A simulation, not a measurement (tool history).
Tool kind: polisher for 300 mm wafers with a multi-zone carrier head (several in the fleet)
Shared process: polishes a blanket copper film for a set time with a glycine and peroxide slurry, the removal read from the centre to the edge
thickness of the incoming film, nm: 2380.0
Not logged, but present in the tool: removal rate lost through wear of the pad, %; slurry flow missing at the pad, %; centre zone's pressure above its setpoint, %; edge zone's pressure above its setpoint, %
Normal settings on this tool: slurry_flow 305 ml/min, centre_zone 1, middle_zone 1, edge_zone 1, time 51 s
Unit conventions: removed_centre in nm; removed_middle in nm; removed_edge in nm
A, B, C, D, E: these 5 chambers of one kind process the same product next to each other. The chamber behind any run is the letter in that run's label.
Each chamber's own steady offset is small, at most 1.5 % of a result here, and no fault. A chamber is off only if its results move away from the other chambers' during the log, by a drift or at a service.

run	hour	slurry_flow	centre_zone	middle_zone	edge_zone	time	wafers polished on this pad	hours since the slurry nozzle was cleaned	hours since the centre zone pressure was calibrated	hours since the edge zone pressure was calibrated	removed_centre	removed_middle	removed_edge
# hour 0.3: chamber A: worn pad replaced by a new one
# hour 2.4: chamber B: slurry nozzle cleaned
1C	4.7	305	1	1	1	51	526	448	541.7	763.3	476.43	480.13	486.53
2B	8.8	305	1	1	1	51	300	6.5	333.5	904	482.41	484.68	483.51
3D	13.1	305	1	1	1	51	198	384.1	111.3	507.1	480.79	468.34	476.71
4E	17.3	305	1	1	1	51	773	287.1	285.9	223.1	478.34	473.14	484.33
5A	22	305	1	1	1	51	298	119.1	402.6	649.6	480.48	480.78	489.78
6C	26.5	305	1	1	1	51	825	469.8	563.5	785.1	475.38	482.75	480.29
7A	30.6	305	1	1	1	51	416	127.7	411.2	658.2	477.03	476.14	479.75
8E	33.3	305	1	1	1	51	993	303.1	301.9	239.1	477.54	480.3	479.48
9D	35.5	305	1	1	1	51	505	406.5	133.7	529.5	481.01	478.8	483.96
10B	39.1	255	0.9	1	1	51	716	36.8	363.8	934.3	413.99	481.05	475.54
11B	42.3	255	0.9	1	1	51	760	40	367	937.5	420.46	472.12	477.7
# hour 44.8: chamber B: worn pad replaced by a new one
12D	46.3	255	0.9	1	1	51	653	417.3	144.5	540.3	423.95	465.24	472.09
# hour 50: chamber D: worn pad replaced by a new one
13E	50.6	255	0.9	1	1	51	1230	320.4	319.2	256.4	422.63	467.94	464.65
14C	54.5	255	0.9	1	1	51	1209	497.8	591.5	813.1	411.78	465.46	481.08
15A	58.6	305	1	1	1	51	800	155.7	439.2	686.2	480.31	470.49	468.88
16C	61.6	305	1	1.08	1	51	1307	504.9	598.6	820.2	475.28	512.53	486.35
# hour 64.9: chamber C: worn pad replaced by a new one
17A	65	305	1	1.08	1	51	888	162.1	445.6	692.6	476.09	515.38	483.04
18B	69	305	1	1.08	1	51	332	66.7	393.7	964.2	478.69	513.85	481.61
19D	72.2	305	1	1.08	1	51	305	443.2	170.4	566.2	481.7	505.52	476.84
20E	76.5	305	1	1.08	1	51	1586	346.3	345.1	282.3	473.79	505.18	474.52
21A	79.5	305	1	1	1	65	1087	176.6	460.1	707.1	614.45	610.22	606.3
22D	82.7	305	1	1	1	65	449	453.7	180.9	576.7	616.64	605.78	614.44
# hour 87.1: chamber A: worn pad replaced by a new one
23B	87.6	305	1	1	1	65	587	85.3	412.3	982.8	607.51	616.03	607.39
# hour 91.7: chamber D: worn pad replaced by a new one
24E	92	305	1	1	1	65	1798	361.8	360.6	297.8	594.81	601.67	591.89
25C	94.9	305	1	1	1	65	413	538.2	631.9	853.5	606.73	615.82	623.85
26E	99.4	305	1	1	1	51	1900	369.2	368	305.2	467.99	470.81	469.18
# hour 101.1: chamber B: worn pad replaced by a new one
# hour 102: chamber B: edge zone pressure recalibrated
27C	104.4	305	1	1	1	51	543	547.7	641.4	863	482.19	476.68	483.74
28A	107.4	305	1	1	1	51	279	204.5	488	735	477.5	472.99	469.72
29D	111.8	305	1	1	1	51	276	482.8	210	605.8	479.95	480.74	475.06
30B	115.5	305	1	1	1	51	197	113.2	440.2	13.5	481.76	480.94	482.5
31E	118.4	305	1	1	1	51	2161	388.2	387	324.2	463.11	458.33	457.58
32B	121.4	305	1.09	1	1	44	278	119.1	446.1	19.4	461.59	409.98	411.59
33D	126.3	305	1.09	1	1	44	475	497.3	224.5	620.3	460.94	410.97	409.43
34A	130.6	305	1.09	1	1	44	598	227.7	511.2	758.2	452.8	417.25	411.35
35C	133.8	305	1.09	1	1	44	946	577.1	670.8	892.4	454.64	422.01	422.45
# hour 137.7: chamber D: worn pad replaced by a new one
36B	138	305	1.09	1	1	44	506	135.7	462.7	36	457.15	415.14	414.31
37E	141.4	305	1	1	1	51	2476	411.2	410	347.2	464.99	451.47	467.84
38D	144.8	305	0.91	1	1	58	97	515.8	243	638.8	495.8	539.73	549.12
39C	147.4	305	0.91	1	1	58	1133	590.7	684.4	906	491.57	550.88	545.96
40A	151	305	0.91	1	1	58	878	248.1	531.6	778.6	494.66	543.27	539.75
41C	155.5	305	0.91	1	1	58	1244	598.8	692.5	914.1	486.11	538.86	553.2
42E	159.3	305	0.91	1	1	58	2722	429.1	427.9	365.1	468.81	513.83	508.57
43A	163.7	305	1	1	1	51	1052	260.8	544.3	791.3	475.92	475.3	475.11

Has any chamber moved away from the others, gradually or after a service, or does the common gauge drift, or do the chambers differ only by their own small steady offsets? State the chamber and the most likely cause if one applies.

It is chamber E that slowly wanders off from its peers.
Likeliest cause: removal rate lost through wear of the pad, % = 6.58.
The log may not separate it from: slurry flow missing at the pad, %.

Below are 4 candidate recipes for chamber E's next run, each the usual settings with a change, their results shown as question marks. Which of them brings E's results back in line with what the other chambers give on the usual settings?
A result is in line if it is within this distance of the other chambers' mean on the usual settings: removed_centre 14 nm; removed_middle 17 nm; removed_edge 19 nm
44E-1	167.3	305	1.01	1	0.99	45					?	?	?
44E-2	167.3	305	1	1	1.01	58					?	?	?
44E-3	167.3	305	1	1	1.01	54					?	?	?
44E-4	167.3	305	1	1	0.99	48					?	?	?

The other chambers' mean on the usual settings: removed_centre 480.1 nm; removed_middle 477.77 nm; removed_edge 479.9 nm
run	removed_centre	removed_middle	removed_edge
44E-1	401.82	393.36	391.43
44E-2	512.25	507.01	509.89
44E-3	476.92	472.04	474.72
44E-4	423.93	419.6	417.53
44E-3 brings the chamber back in line.
